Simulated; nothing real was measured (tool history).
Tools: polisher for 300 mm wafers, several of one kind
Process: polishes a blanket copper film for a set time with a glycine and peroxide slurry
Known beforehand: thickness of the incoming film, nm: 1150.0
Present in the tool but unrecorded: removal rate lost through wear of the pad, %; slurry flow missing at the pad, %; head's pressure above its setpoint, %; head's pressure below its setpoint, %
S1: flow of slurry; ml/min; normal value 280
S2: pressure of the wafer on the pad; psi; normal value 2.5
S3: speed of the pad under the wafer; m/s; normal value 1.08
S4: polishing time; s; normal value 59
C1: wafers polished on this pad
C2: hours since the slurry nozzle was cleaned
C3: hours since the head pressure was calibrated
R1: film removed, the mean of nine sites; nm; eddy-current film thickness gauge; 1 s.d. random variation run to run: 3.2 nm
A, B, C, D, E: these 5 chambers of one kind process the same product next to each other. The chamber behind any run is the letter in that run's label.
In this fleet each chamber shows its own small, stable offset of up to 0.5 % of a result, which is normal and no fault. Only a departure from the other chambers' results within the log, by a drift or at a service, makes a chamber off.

run,hour,S1,S2,S3,S4,C1,C2,C3,R1
1C,14.7,280,2.5,1.08,59,676,283.7,762.4,302.28
# hour 17: chamber C: head pressure recalibrated
2B,24.1,280,2.5,1.08,59,423,191.4,519.9,298.99
3D,33.8,280,2.5,1.08,59,449,830.2,135,305.59
# hour 34.9: chamber C: worn pad replaced by a new one
# hour 42.7: chamber A: worn pad replaced by a new one
4A,42.7,280,2.5,1.08,59,0,271.9,166.1,303.2
# hour 48.4: chamber D: slurry nozzle cleaned
# hour 49.2: chamber B: worn pad replaced by a new one
5E,50.5,280,2,1.08,39,636,259.5,1451.8,165.14
# hour 52.7: chamber E: worn pad replaced by a new one
6D,60,280,2,1.08,39,609,11.6,161.2,165.61
# hour 61.9: chamber E: slurry nozzle cleaned
# hour 64.6: chamber D: worn pad replaced by a new one
# hour 66.8: chamber B: head pressure recalibrated
7A,69.3,280,2,1.08,39,162,298.5,192.7,165.47
8E,81.9,280,2,1.08,39,178,20,1483.2,172.93
# hour 86.6: chamber E: head pressure recalibrated
9B,97.7,280,2,1.08,39,295,265,30.9,166.76
10C,107.4,280,2.5,1.08,59,441,376.4,90.4,307.91
11A,114.9,280,2.5,1.08,59,440,344.1,238.3,306.61
# hour 122.4: chamber B: worn pad replaced by a new one
12B,127.9,280,2.5,1.08,59,34,295.2,61.1,303.86
13C,140.6,280,2.5,1.08,59,644,409.6,123.6,308.29
14E,149,280,2.5,1.08,59,587,87.1,62.5,307.54
15D,163.9,280,2.5,1.08,59,605,115.5,265.1,303.01
16A,171.6,280,2.1,1.08,59,785,400.8,295,267.58
# hour 174.2: chamber E: worn pad replaced by a new one
17E,182.3,280,2.1,1.08,59,49,120.4,95.8,265.82
# hour 183.5: chamber D: worn pad replaced by a new one
# hour 187.9: chamber C: worn pad replaced by a new one
18B,194.3,280,2.1,1.08,59,438,361.6,127.5,264.18
# hour 206.5: chamber B: worn pad replaced by a new one
19C,209.1,280,2.1,1.08,59,129,478.1,192.1,263.05
# hour 218: chamber A: worn pad replaced by a new one
20D,224.3,280,2.1,1.08,59,248,175.9,325.5,267.94
# hour 224.5: chamber A: slurry nozzle cleaned
21D,231.6,280,2.5,1.36,77,293,183.2,332.8,482.42
22B,246,280,2.5,1.36,77,240,413.3,179.2,484.99
# hour 256.1: chamber C: slurry nozzle cleaned
23A,260.7,280,2.5,1.36,77,260,36.2,384.1,492.11
24C,267.7,280,2.5,1.36,77,486,11.7,250.7,486.99
25E,275,280,2.5,1.36,77,614,213.1,188.5,466.09
# hour 281: chamber E: worn pad replaced by a new one
26C,282.4,280,2.5,1.08,59,576,26.4,265.4,297.73
# hour 290: chamber B: worn pad replaced by a new one
27A,297,280,2.5,1.08,59,481,72.5,420.4,307.44
# hour 306: chamber D: worn pad replaced by a new one
28D,308.2,280,2.5,1.08,59,13,259.8,409.4,301.18
29E,315.3,280,2.5,1.08,59,209,253.4,228.8,304.4
30B,325.7,280,2.5,1.08,59,217,493,258.9,300.11
31B,333,280,2.5,1.08,59,262,500.3,266.2,302.24
# hour 344.8: chamber C: worn pad replaced by a new one
32A,345.6,280,2.5,1.08,59,778,121.1,469,304.21
33C,352.6,280,2.5,1.08,59,48,96.6,335.6,307.64
34E,361.9,280,2.5,1.08,59,493,300,275.4,309.7

Has any chamber moved away from the others, gradually or after a service, or does the common gauge drift, or do the chambers differ only by their own small steady offsets? State the chamber and the most likely cause if one applies.

No chamber is off and the gauge is stable; the differences are just each chamber's small, constant offset.
